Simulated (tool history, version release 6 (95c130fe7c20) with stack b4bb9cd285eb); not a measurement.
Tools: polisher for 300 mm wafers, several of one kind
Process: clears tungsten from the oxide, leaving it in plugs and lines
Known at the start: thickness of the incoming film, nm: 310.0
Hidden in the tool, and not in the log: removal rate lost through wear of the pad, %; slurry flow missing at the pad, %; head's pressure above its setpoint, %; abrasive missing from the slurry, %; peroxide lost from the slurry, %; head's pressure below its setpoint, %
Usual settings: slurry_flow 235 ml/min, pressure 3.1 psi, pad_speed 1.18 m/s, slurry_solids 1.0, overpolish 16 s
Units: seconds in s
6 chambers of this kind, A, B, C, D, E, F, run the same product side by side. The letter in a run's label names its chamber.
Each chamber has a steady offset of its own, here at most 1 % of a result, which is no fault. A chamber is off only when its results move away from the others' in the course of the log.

run,hour,slurry_flow,pressure,pad_speed,slurry_solids,overpolish,wafers polished on this pad,hours since the slurry nozzle was cleaned,hours since the head pressure was calibrated,hours since the slurry blender was calibrated,hours since the slurry got fresh peroxide,seconds
# hour 4.4: chamber B: slurry tank refilled with fresh slurry and peroxide
# hour 6.6: chamber B: worn pad replaced by a new one
# hour 9.3: chamber F: slurry tank refilled with fresh slurry and peroxide
1B,13.7,235,3.1,1.18,1.0,16,95,108.0,1123.9,329.1,9.3,66.024
# hour 17.7: chamber A: worn pad replaced by a new one
# hour 18.0: chamber F: worn pad replaced by a new one
# hour 21.5: chamber E: worn pad replaced by a new one
2F,23.3,235,3.1,1.18,1.0,16,71,469.7,498.9,326.6,14.1,67.794
3D,31.0,235,3.1,1.18,1.0,16,1072,254.5,426.6,184.6,53.8,66.426
# hour 37.5: chamber C: slurry tank refilled with fresh slurry and peroxide
4C,42.6,235,3.1,1.18,1.0,16,749,84.5,376.1,67.9,5.2,66.638
# hour 50.5: chamber D: worn pad replaced by a new one
5A,56.6,235,3.1,1.18,1.0,16,519,197.2,712.1,64.6,71.9,66.223
6E,69.9,235,3.1,1.18,1.0,16,645,341.7,1126.2,161.8,72.8,67.311
# hour 73.6: chamber C: worn pad replaced by a new one
7E,79.4,235,3.1,1.18,1.0,16,772,351.2,1135.7,171.3,82.3,67.382
# hour 86.9: chamber F: slurry tank refilled with fresh slurry and peroxide
# hour 90.2: chamber F: worn pad replaced by a new one
# hour 90.5: chamber A: worn pad replaced by a new one
8A,93.4,235,3.1,1.18,1.0,16,39,234.0,748.9,101.4,108.7,66.941
9D,101.8,235,3.1,1.18,1.0,16,684,325.3,497.4,255.4,124.6,67.023
# hour 103.6: chamber E: worn pad replaced by a new one
# hour 107.8: chamber B: worn pad replaced by a new one
10C,110.0,235,3.1,1.18,1.0,16,485,151.9,443.5,135.3,72.6,66.379
# hour 118.4: chamber E: slurry blender recalibrated
# hour 118.8: chamber D: slurry blender recalibrated
11B,122.5,235,3.1,1.18,1.0,16,196,216.8,1232.7,437.9,118.1,67.531
# hour 123.4: chamber E: slurry tank refilled with fresh slurry and peroxide
# hour 127.0: chamber C: slurry tank refilled with fresh slurry and peroxide
12F,130.3,235,3.1,1.18,1.0,16,535,576.7,605.9,433.6,43.4,66.589
# hour 133.0: chamber B: slurry tank refilled with fresh slurry and peroxide
# hour 140.1: chamber B: slurry blender recalibrated
# hour 140.8: chamber D: slurry tank refilled with fresh slurry and peroxide
# hour 141.3: chamber F: slurry blender recalibrated
13C,143.1,235,3.1,1.18,1.0,16,926,185.0,476.6,168.4,16.2,68.086
# hour 147.2: chamber D: worn pad replaced by a new one
14A,153.3,235,3.1,1.18,1.0,16,838,293.9,808.8,161.3,168.6,68.255
# hour 153.4: chamber C: worn pad replaced by a new one
# hour 157.2: chamber F: slurry tank refilled with fresh slurry and peroxide
# hour 164.3: chamber A: worn pad replaced by a new one
15D,167.1,265,3.1,1.18,1.0,16,266,390.6,562.7,48.3,26.3,65.473
# hour 170.0: chamber A: slurry blender recalibrated
# hour 174.2: chamber E: worn pad replaced by a new one
# hour 174.8: chamber F: worn pad replaced by a new one
# hour 175.8: chamber C: slurry blender recalibrated
16B,181.4,265,3.1,1.18,1.0,16,981,275.7,1291.6,41.3,48.4,64.082
17E,189.3,265,3.1,1.18,1.0,16,202,461.1,1245.6,70.9,65.9,65.811
18F,199.9,265,3.1,1.18,1.0,16,334,646.3,675.5,58.6,42.7,65.131
# hour 202.9: chamber B: worn pad replaced by a new one
# hour 212.6: chamber C: slurry tank refilled with fresh slurry and peroxide
19D,213.1,265,3.1,1.18,1.0,16,879,436.6,608.7,94.3,72.3,66.644
# hour 224.2: chamber C: worn pad replaced by a new one
20E,224.9,265,3.1,1.18,1.0,16,676,496.7,1281.2,106.5,101.5,66.529
# hour 226.6: chamber D: worn pad replaced by a new one
# hour 229.6: chamber F: slurry tank refilled with fresh slurry and peroxide
21B,235.7,235,3.1,1.18,1.0,16,437,330.0,1345.9,95.6,102.7,65.462
# hour 235.8: chamber A: worn pad replaced by a new one
22C,243.7,235,3.1,1.18,1.0,16,260,285.6,577.2,67.9,31.2,67.368
# hour 244.8: chamber F: slurry nozzle cleaned
# hour 245.0: chamber B: slurry tank refilled with fresh slurry and peroxide
# hour 246.1: chamber E: slurry tank refilled with fresh slurry and peroxide
23F,251.3,235,3.1,1.18,1.0,16,1019,6.6,726.9,110.0,21.8,67.791
# hour 255.0: chamber F: worn pad replaced by a new one
24A,258.5,235,3.1,1.18,1.0,16,303,399.1,914.0,88.5,273.8,71.375
# hour 258.7: chamber E: worn pad replaced by a new one
25C,264.8,190,3.1,1.18,1.0,20,541,306.7,598.3,89.0,52.3,68.645
# hour 270.1: chamber D: slurry tank refilled with fresh slurry and peroxide
26A,272.7,190,3.1,1.18,1.0,20,492,413.3,928.2,102.7,288.0,74.424
27E,282.0,190,3.1,1.18,1.0,20,310,553.8,1338.3,163.6,36.0,70.394
# hour 289.6: chamber E: head pressure recalibrated
# hour 290.8: chamber C: slurry tank refilled with fresh slurry and peroxide
# hour 293.3: chamber C: worn pad replaced by a new one
28B,295.2,190,3.1,1.18,1.0,20,1230,389.5,1405.4,155.1,50.3,67.668
# hour 302.4: chamber D: worn pad replaced by a new one
29D,304.4,190,3.1,1.18,1.0,20,27,527.9,700.0,185.6,34.3,69.329
# hour 309.0: chamber F: slurry tank refilled with fresh slurry and peroxide
30F,312.6,190,3.1,1.18,1.0,20,768,67.9,788.2,171.3,3.6,68.772
# hour 318.1: chamber E: slurry nozzle cleaned
# hour 319.3: chamber A: worn pad replaced by a new one
# hour 323.9: chamber B: worn pad replaced by a new one
31A,327.0,235,3.1,1.18,1.0,16,103,467.6,982.5,157.0,342.3,76.948
# hour 335.4: chamber F: worn pad replaced by a new one
32E,340.6,235,3.1,1.18,1.0,16,1091,22.5,51.1,222.2,94.6,66.789
33C,351.9,235,3.1,1.18,1.0,16,781,393.8,685.4,176.1,61.1,68.143
# hour 355.9: chamber B: slurry tank refilled with fresh slurry and peroxide
34F,366.3,235,3.1,1.18,1.0,16,412,121.6,841.9,225.0,57.3,67.438
35B,380.1,235,3.1,1.18,1.1,10,750,474.4,1490.3,240.0,24.3,64.564
36D,391.9,235,3.1,1.18,1.1,10,1193,615.4,787.5,273.1,121.8,65.584

Next, every chamber runs the same settings. What will each give?
37A,402.2,200,3.1,1.18,1.0,16,,,,,,?
37B,402.2,200,3.1,1.18,1.0,16,,,,,,?
37C,402.2,200,3.1,1.18,1.0,16,,,,,,?
37D,402.2,200,3.1,1.18,1.0,16,,,,,,?
37E,402.2,200,3.1,1.18,1.0,16,,,,,,?
37F,402.2,200,3.1,1.18,1.0,16,,,,,,?

run,seconds
37A,79.622
37B,66.564
37C,68.553
37D,69.204
37E,68.347
37F,69.613

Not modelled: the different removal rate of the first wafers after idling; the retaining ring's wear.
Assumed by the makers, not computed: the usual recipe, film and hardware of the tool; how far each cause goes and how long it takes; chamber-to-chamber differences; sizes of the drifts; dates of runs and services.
